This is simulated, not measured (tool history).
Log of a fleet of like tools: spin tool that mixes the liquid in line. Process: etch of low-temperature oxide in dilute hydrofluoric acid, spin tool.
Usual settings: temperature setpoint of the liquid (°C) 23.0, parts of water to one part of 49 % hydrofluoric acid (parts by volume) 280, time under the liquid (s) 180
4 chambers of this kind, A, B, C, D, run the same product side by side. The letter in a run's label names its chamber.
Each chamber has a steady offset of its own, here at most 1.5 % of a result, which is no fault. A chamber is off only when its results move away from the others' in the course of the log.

| run | hour | temperature setpoint of the liquid (°C) | parts of water to one part of 49 % hydrofluoric acid (parts by volume) | time under the liquid (s) | read-back film thickness of the low-temperature oxide reference wafer, read on the same gauge (nm) | thickness taken off the low-temperature oxide on a monitor wafer (angstrom) |
|---|---|---|---|---|---|---|
| 1C | 4.0 | 23.0 | 280 | 180 | 150.03 | 54.253 |
| 2D | 11.3 | 23.0 | 280 | 180 | 150.01 | 54.025 |
| 3A | 18.6 | 23.0 | 280 | 180 | 150.01 | 55.348 |
| 4B | 22.1 | 23.0 | 280 | 180 | 150.00 | 54.955 |
| 5C | 25.8 | 23.0 | 280 | 180 | 150.01 | 54.391 |
| 6A | 32.0 | 23.0 | 280 | 180 | 150.00 | 53.538 |
| 7D | 38.8 | 23.0 | 280 | 180 | 149.97 | 53.955 |
| 8B | 46.4 | 23.0 | 280 | 180 | 150.00 | 54.219 |
| 9D | 51.9 | 23.0 | 280 | 180 | 149.99 | 53.292 |
| 10C | 58.6 | 23.0 | 280 | 180 | 150.00 | 54.519 |
| 11B | 64.1 | 23.0 | 280 | 180 | 149.98 | 54.702 |
| 12A | 71.0 | 23.0 | 280 | 180 | 149.98 | 54.815 |
|  | 72.4 | chamber B: hydrofluoric acid flow meter replaced |
| 13A | 77.8 | 23.0 | 280 | 180 | 150.00 | 55.420 |
| 14B | 81.7 | 23.0 | 280 | 180 | 149.98 | 54.318 |
| 15C | 85.3 | 23.0 | 280 | 180 | 150.02 | 54.092 |
| 16D | 92.2 | 23.0 | 280 | 180 | 150.00 | 52.150 |
| 17D | 96.8 | 23.0 | 280 | 180 | 150.01 | 51.883 |
| 18B | 101.3 | 23.0 | 280 | 180 | 149.98 | 54.445 |
| 19C | 108.6 | 23.0 | 280 | 180 | 149.99 | 54.752 |
| 20A | 115.9 | 23.0 | 280 | 180 | 150.00 | 55.027 |
| 21C | 119.3 | 23.0 | 280 | 180 | 150.00 | 53.622 |
| 22D | 123.7 | 23.0 | 280 | 180 | 149.98 | 51.092 |
| 23A | 128.3 | 23.0 | 280 | 180 | 149.99 | 55.136 |
| 24B | 132.2 | 23.0 | 280 | 180 | 150.00 | 54.132 |
| 25B | 138.6 | 23.0 | 280 | 180 | 149.99 | 53.947 |
| 26A | 142.9 | 23.0 | 280 | 180 | 150.01 | 55.316 |

Is one chamber off against the others, does the gauge drift, or is nothing wrong? If a chamber is off, say which, and what the likeliest cause is.

Chamber D drifts away from the others.
Cause: liquid colder than its thermometer reads (K) = 2.02.
The log may not tell that from: hydrofluoric acid flow below the setpoint (%).

Here are 4 candidates for chamber D's next run, each the usual settings with a change, their results left as question marks. Which one brings its results back in line with what the others give on the usual settings?
In line means no further than this from the other chambers' mean on the usual settings: thickness taken off the low-temperature oxide on a monitor wafer (angstrom) 1.700
| 27D-1 | 148.3 | 21.0 | 280 | 180 |  | ? |
| 27D-2 | 148.3 | 23.0 | 265 | 180 |  | ? |
| 27D-3 | 148.3 | 23.0 | 275 | 180 |  | ? |
| 27D-4 | 148.3 | 23.0 | 285 | 180 |  | ? |

The other chambers' mean on the usual settings: thickness taken off the low-temperature oxide on a monitor wafer (angstrom) 54.451
| run | thickness taken off the low-temperature oxide on a monitor wafer (angstrom) |
|---|---|
| 27D-1 | 46.945 |
| 27D-2 | 54.037 |
| 27D-3 | 51.626 |
| 27D-4 | 49.386 |
27D-2 brings the chamber back in line.
